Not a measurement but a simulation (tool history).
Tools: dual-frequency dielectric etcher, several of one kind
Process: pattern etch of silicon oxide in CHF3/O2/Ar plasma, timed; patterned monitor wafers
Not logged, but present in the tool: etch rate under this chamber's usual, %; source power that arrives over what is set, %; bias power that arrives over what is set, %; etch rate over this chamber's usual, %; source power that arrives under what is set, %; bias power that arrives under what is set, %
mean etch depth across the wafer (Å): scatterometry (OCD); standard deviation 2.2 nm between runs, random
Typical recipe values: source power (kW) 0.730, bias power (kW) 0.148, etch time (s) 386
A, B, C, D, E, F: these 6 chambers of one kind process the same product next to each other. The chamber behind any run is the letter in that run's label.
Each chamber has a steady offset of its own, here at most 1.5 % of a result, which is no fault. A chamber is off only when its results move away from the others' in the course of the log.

run,hour,source power (kW),bias power (kW),etch time (s),hours since the last wet clean,hours since the last source power generator calibration,hours since the last bias power generator calibration,"read-back reference wafer on the same gauge, depth_nm",mean etch depth across the wafer (Å)
1F,8.1,0.730,0.148,386,101.2,2082.2,1988.8,632.55,7702.2
2B,22.7,0.730,0.148,386,354.8,1370.6,1651.3,632.86,7655.3
3C,29.3,0.730,0.148,386,235.4,389.7,2536.5,632.84,7692.9
4E,35.6,0.730,0.148,386,204.3,4205.1,526.2,633.05,7691.4
5D,47.0,0.730,0.148,386,247.3,1400.4,1028.5,632.99,7767.2
6A,54.5,0.730,0.148,386,302.3,1826.7,3059.2,633.00,7690.5
7B,66.6,0.730,0.148,386,398.7,1414.5,1695.2,632.77,7622.8
8F,80.3,0.730,0.148,386,173.4,2154.4,2061.0,632.74,7700.5
9A,88.0,0.730,0.148,386,335.8,1860.2,3092.7,633.02,7731.0
10C,99.8,0.730,0.148,386,305.9,460.2,2607.0,632.86,7687.6
11E,111.5,0.730,0.148,386,280.2,4281.0,602.1,632.90,7689.5
12D,119.5,0.730,0.148,386,319.8,1472.9,1101.0,632.62,7731.4
13E,126.0,0.730,0.148,386,294.7,4295.5,616.6,633.02,7693.2
14C,134.6,0.730,0.148,386,340.7,495.0,2641.8,632.66,7661.7
15A,147.2,0.730,0.148,386,395.0,1919.4,3151.9,633.01,7661.5
16D,159.3,0.620,0.148,468,359.6,1512.7,1140.8,632.55,8852.1
# hour 164.2: chamber F: bias power generator calibrated
17B,169.7,0.620,0.148,468,501.8,1517.6,1798.3,632.79,8669.9
# hour 171.7: chamber D: wet clean of the chamber
18F,177.6,0.620,0.148,468,270.7,2251.7,13.4,633.11,8771.7
19A,190.6,0.620,0.148,468,438.4,1962.8,3195.3,632.85,8731.0
# hour 192.2: chamber A: wet clean of the chamber
# hour 198.5: chamber B: wet clean of the chamber
20E,202.7,0.620,0.148,468,371.4,4372.2,693.3,632.96,8730.6
21D,214.8,0.620,0.148,468,43.1,1568.2,1196.3,632.49,9026.6
22F,221.6,0.730,0.148,386,314.7,2295.7,57.4,632.97,7747.2
# hour 231.9: chamber E: source power generator calibrated
23B,233.1,0.730,0.148,386,34.6,1581.0,1861.7,632.81,7637.8
24C,241.7,0.730,0.148,386,447.8,602.1,2748.9,633.33,7703.7
25F,254.3,0.730,0.148,386,347.4,2328.4,90.1,633.23,7719.0
26D,265.6,0.730,0.148,386,93.9,1619.0,1247.1,632.92,7891.9
27B,277.4,0.860,0.148,386,78.9,1625.3,1906.0,632.58,8148.3
28A,289.5,0.860,0.148,386,97.3,2061.7,3294.2,633.16,8276.7
29E,298.9,0.860,0.148,386,467.6,67.1,789.5,632.78,8226.0
30C,309.7,0.860,0.148,386,515.8,670.1,2816.9,632.98,8208.4
# hour 315.4: chamber E: wet clean of the chamber
31E,321.3,0.860,0.148,386,6.0,89.5,811.9,633.29,8266.1
32F,334.8,0.860,0.148,386,427.9,2408.9,170.6,632.77,8207.8
33D,349.3,0.730,0.148,386,177.6,1702.7,1330.8,632.75,7933.1
34B,357.0,0.730,0.148,386,158.5,1704.9,1985.6,633.06,7605.1
35A,365.7,0.730,0.148,386,173.5,2137.9,3370.4,632.87,7732.1
# hour 371.4: chamber C: wet clean of the chamber
36C,380.1,0.880,0.148,305,8.7,740.5,2887.3,633.54,6532.9
37F,390.7,0.880,0.148,305,483.8,2464.8,226.5,633.11,6562.0
38C,403.1,0.880,0.148,305,31.7,763.5,2910.3,632.82,6526.5

The same settings go to every chamber for the next run, one line per chamber below. Forecast the results for each:
39A,413.5,0.730,0.148,386,,,,,?
39B,413.5,0.730,0.148,386,,,,,?
39C,413.5,0.730,0.148,386,,,,,?
39D,413.5,0.730,0.148,386,,,,,?
39E,413.5,0.730,0.148,386,,,,,?
39F,413.5,0.730,0.148,386,,,,,?

run,mean etch depth across the wafer (Å)
39A,7689.0
39B,7650.5
39C,7691.4
39D,7897.2
39E,7723.6
39F,7700.5

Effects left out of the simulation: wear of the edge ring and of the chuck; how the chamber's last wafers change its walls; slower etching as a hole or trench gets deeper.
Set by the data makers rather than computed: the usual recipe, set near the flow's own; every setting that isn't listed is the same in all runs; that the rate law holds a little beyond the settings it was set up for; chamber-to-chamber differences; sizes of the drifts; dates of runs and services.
